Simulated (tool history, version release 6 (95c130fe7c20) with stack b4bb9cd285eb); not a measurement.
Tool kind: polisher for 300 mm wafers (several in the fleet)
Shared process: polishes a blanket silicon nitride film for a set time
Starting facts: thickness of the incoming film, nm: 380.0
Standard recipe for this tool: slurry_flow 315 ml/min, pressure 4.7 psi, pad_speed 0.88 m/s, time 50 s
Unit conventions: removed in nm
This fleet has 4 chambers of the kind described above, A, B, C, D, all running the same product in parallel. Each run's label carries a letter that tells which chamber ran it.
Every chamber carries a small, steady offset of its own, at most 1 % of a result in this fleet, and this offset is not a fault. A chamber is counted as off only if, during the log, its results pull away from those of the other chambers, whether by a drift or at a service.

{"day": 0.304, "done": "chamber A: worn pad replaced by a new one"}
{"day": 0.367, "done": "chamber D: worn pad replaced by a new one"}
{"run": "1C", "day": 0.404, "slurry_flow": 315, "pressure": 4.7, "pad_speed": 0.88, "time": 50, "removed": 89.074}
{"day": 0.421, "done": "chamber B: worn pad replaced by a new one"}
{"run": "2B", "day": 0.85, "slurry_flow": 315, "pressure": 4.7, "pad_speed": 0.88, "time": 50, "removed": 89.082}
{"run": "3A", "day": 1.296, "slurry_flow": 315, "pressure": 4.7, "pad_speed": 0.88, "time": 50, "removed": 88.456}
{"run": "4D", "day": 1.821, "slurry_flow": 315, "pressure": 4.7, "pad_speed": 0.88, "time": 50, "removed": 87.247}
{"run": "5B", "day": 2.229, "slurry_flow": 315, "pressure": 4.7, "pad_speed": 0.88, "time": 61, "removed": 109.25}
{"run": "6C", "day": 2.612, "slurry_flow": 315, "pressure": 4.7, "pad_speed": 0.88, "time": 61, "removed": 109.06}
{"run": "7D", "day": 3.104, "slurry_flow": 315, "pressure": 4.7, "pad_speed": 0.88, "time": 61, "removed": 107.07}
{"run": "8A", "day": 3.521, "slurry_flow": 315, "pressure": 4.7, "pad_speed": 0.88, "time": 61, "removed": 107.58}
{"day": 3.833, "done": "chamber A: worn pad replaced by a new one"}
{"run": "9C", "day": 3.883, "slurry_flow": 315, "pressure": 4.7, "pad_speed": 0.88, "time": 50, "removed": 89.74}
{"day": 3.921, "done": "chamber B: worn pad replaced by a new one"}
{"day": 4.021, "done": "chamber C: worn pad replaced by a new one"}
{"run": "10B", "day": 4.275, "slurry_flow": 315, "pressure": 4.7, "pad_speed": 0.88, "time": 50, "removed": 87.82}
{"day": 4.446, "done": "chamber D: worn pad replaced by a new one"}
{"run": "11D", "day": 4.883, "slurry_flow": 315, "pressure": 4.7, "pad_speed": 0.88, "time": 50, "removed": 86.747}
{"day": 5.296, "done": "chamber B: slurry nozzle cleaned"}
{"run": "12A", "day": 5.388, "slurry_flow": 315, "pressure": 4.7, "pad_speed": 0.88, "time": 50, "removed": 89.012}
{"run": "13A", "day": 5.8, "slurry_flow": 315, "pressure": 4.7, "pad_speed": 0.88, "time": 50, "removed": 88.167}
{"day": 5.817, "done": "chamber D: slurry nozzle cleaned"}
{"run": "14C", "day": 6.125, "slurry_flow": 315, "pressure": 4.7, "pad_speed": 0.88, "time": 50, "removed": 89.001}
{"run": "15B", "day": 6.4, "slurry_flow": 315, "pressure": 4.7, "pad_speed": 0.88, "time": 50, "removed": 88.342}
{"run": "16D", "day": 7.012, "slurry_flow": 315, "pressure": 5.4, "pad_speed": 0.88, "time": 50, "removed": 101.1}
{"day": 7.412, "done": "chamber B: worn pad replaced by a new one"}
{"run": "17A", "day": 7.508, "slurry_flow": 315, "pressure": 5.4, "pad_speed": 0.88, "time": 50, "removed": 100.02}
{"day": 7.667, "done": "chamber C: worn pad replaced by a new one"}
{"day": 7.671, "done": "chamber A: slurry nozzle cleaned"}
{"day": 7.758, "done": "chamber A: worn pad replaced by a new one"}
{"run": "18D", "day": 7.858, "slurry_flow": 315, "pressure": 5.4, "pad_speed": 0.88, "time": 50, "removed": 100.68}
{"day": 7.879, "done": "chamber D: worn pad replaced by a new one"}
{"run": "19C", "day": 8.179, "slurry_flow": 315, "pressure": 5.4, "pad_speed": 0.88, "time": 50, "removed": 103.93}
{"run": "20B", "day": 8.721, "slurry_flow": 315, "pressure": 4.7, "pad_speed": 0.88, "time": 50, "removed": 88.331}
{"run": "21B", "day": 9.092, "slurry_flow": 315, "pressure": 4.7, "pad_speed": 0.74, "time": 50, "removed": 77.4}
{"run": "22D", "day": 9.65, "slurry_flow": 315, "pressure": 4.7, "pad_speed": 0.74, "time": 50, "removed": 75.451}
{"run": "23C", "day": 9.946, "slurry_flow": 315, "pressure": 4.7, "pad_speed": 0.74, "time": 50, "removed": 78.513}
{"run": "24A", "day": 10.3, "slurry_flow": 315, "pressure": 4.7, "pad_speed": 0.74, "time": 50, "removed": 76.533}
{"day": 10.662, "done": "chamber B: worn pad replaced by a new one"}
{"run": "25B", "day": 10.929, "slurry_flow": 315, "pressure": 4.7, "pad_speed": 0.88, "time": 50, "removed": 88.895}
{"run": "26D", "day": 11.217, "slurry_flow": 255, "pressure": 4.7, "pad_speed": 0.66, "time": 50, "removed": 67.354}
{"day": 11.321, "done": "chamber C: worn pad replaced by a new one"}
{"run": "27A", "day": 11.521, "slurry_flow": 255, "pressure": 4.7, "pad_speed": 0.66, "time": 50, "removed": 69.344}
{"day": 11.554, "done": "chamber A: worn pad replaced by a new one"}
{"day": 11.708, "done": "chamber A: head pressure recalibrated"}
{"day": 11.8, "done": "chamber D: worn pad replaced by a new one"}
{"run": "28C", "day": 11.85, "slurry_flow": 255, "pressure": 4.7, "pad_speed": 0.66, "time": 50, "removed": 69.433}
{"run": "29A", "day": 12.383, "slurry_flow": 255, "pressure": 4.7, "pad_speed": 0.66, "time": 50, "removed": 77.351}
{"run": "30B", "day": 12.775, "slurry_flow": 315, "pressure": 4.7, "pad_speed": 0.88, "time": 50, "removed": 85.907}
{"run": "31C", "day": 13.304, "slurry_flow": 315, "pressure": 4.7, "pad_speed": 0.88, "time": 50, "removed": 87.061}
{"run": "32D", "day": 13.783, "slurry_flow": 315, "pressure": 4.7, "pad_speed": 0.88, "time": 50, "removed": 84.962}
{"day": 14.038, "done": "chamber B: worn pad replaced by a new one"}
{"run": "33D", "day": 14.15, "slurry_flow": 315, "pressure": 4.7, "pad_speed": 0.88, "time": 50, "removed": 86.947}
{"day": 14.446, "done": "chamber C: worn pad replaced by a new one"}
{"day": 14.725, "done": "chamber A: worn pad replaced by a new one"}
{"run": "34B", "day": 14.783, "slurry_flow": 315, "pressure": 4.7, "pad_speed": 0.88, "time": 50, "removed": 87.678}
{"run": "35A", "day": 15.288, "slurry_flow": 315, "pressure": 4.7, "pad_speed": 0.88, "time": 50, "removed": 99.393}
{"day": 15.625, "done": "chamber D: worn pad replaced by a new one"}
{"run": "36C", "day": 15.654, "slurry_flow": 315, "pressure": 4.7, "pad_speed": 0.88, "time": 50, "removed": 88.702}
{"run": "37C", "day": 16.162, "slurry_flow": 315, "pressure": 4.7, "pad_speed": 0.88, "time": 50, "removed": 89.056}
{"run": "38A", "day": 16.55, "slurry_flow": 315, "pressure": 4.7, "pad_speed": 0.88, "time": 50, "removed": 98.221}
{"run": "39B", "day": 17.121, "slurry_flow": 315, "pressure": 4.7, "pad_speed": 1.04, "time": 35, "removed": 70.337}
{"day": 17.346, "done": "chamber D: slurry nozzle cleaned"}
{"run": "40D", "day": 17.625, "slurry_flow": 315, "pressure": 4.7, "pad_speed": 1.04, "time": 35, "removed": 69.735}
{"run": "41C", "day": 18.125, "slurry_flow": 315, "pressure": 4.7, "pad_speed": 1.04, "time": 35, "removed": 71.016}

Does one chamber stand apart from the rest, does the shared gauge drift, or is all well apart from small per-chamber offsets? Give the chamber and the most likely cause, where there is one.

The work done on chamber A during a service left it standing apart from the others.
Likeliest cause: head's pressure above its setpoint, % = 12.

Below are 4 candidate recipes for chamber A's next run, each the usual settings with a change, their results shown as question marks. Which of them brings A's results back in line with what the other chambers give on the usual settings?
Counts as in line when no further than this from what the other chambers average on the usual settings: removed 3.100 nm
{"run": "42A-1", "day": 18.579, "slurry_flow": 315, "pressure": 4.8, "pad_speed": 0.9, "time": 50, "removed": "?"}
{"run": "42A-2", "day": 18.579, "slurry_flow": 315, "pressure": 4.7, "pad_speed": 0.92, "time": 54, "removed": "?"}
{"run": "42A-3", "day": 18.579, "slurry_flow": 315, "pressure": 4.6, "pad_speed": 0.86, "time": 50, "removed": "?"}
{"run": "42A-4", "day": 18.579, "slurry_flow": 315, "pressure": 4.7, "pad_speed": 0.84, "time": 46, "removed": "?"}

Other chambers, usual settings, mean: removed 88.091 nm
run=42A-1 removed=103.250
run=42A-2 removed=111.130
run=42A-3 removed=95.395
run=42A-4 removed=87.990
The answer is 42A-4, which returns the chamber to within the allowed miss of the others.
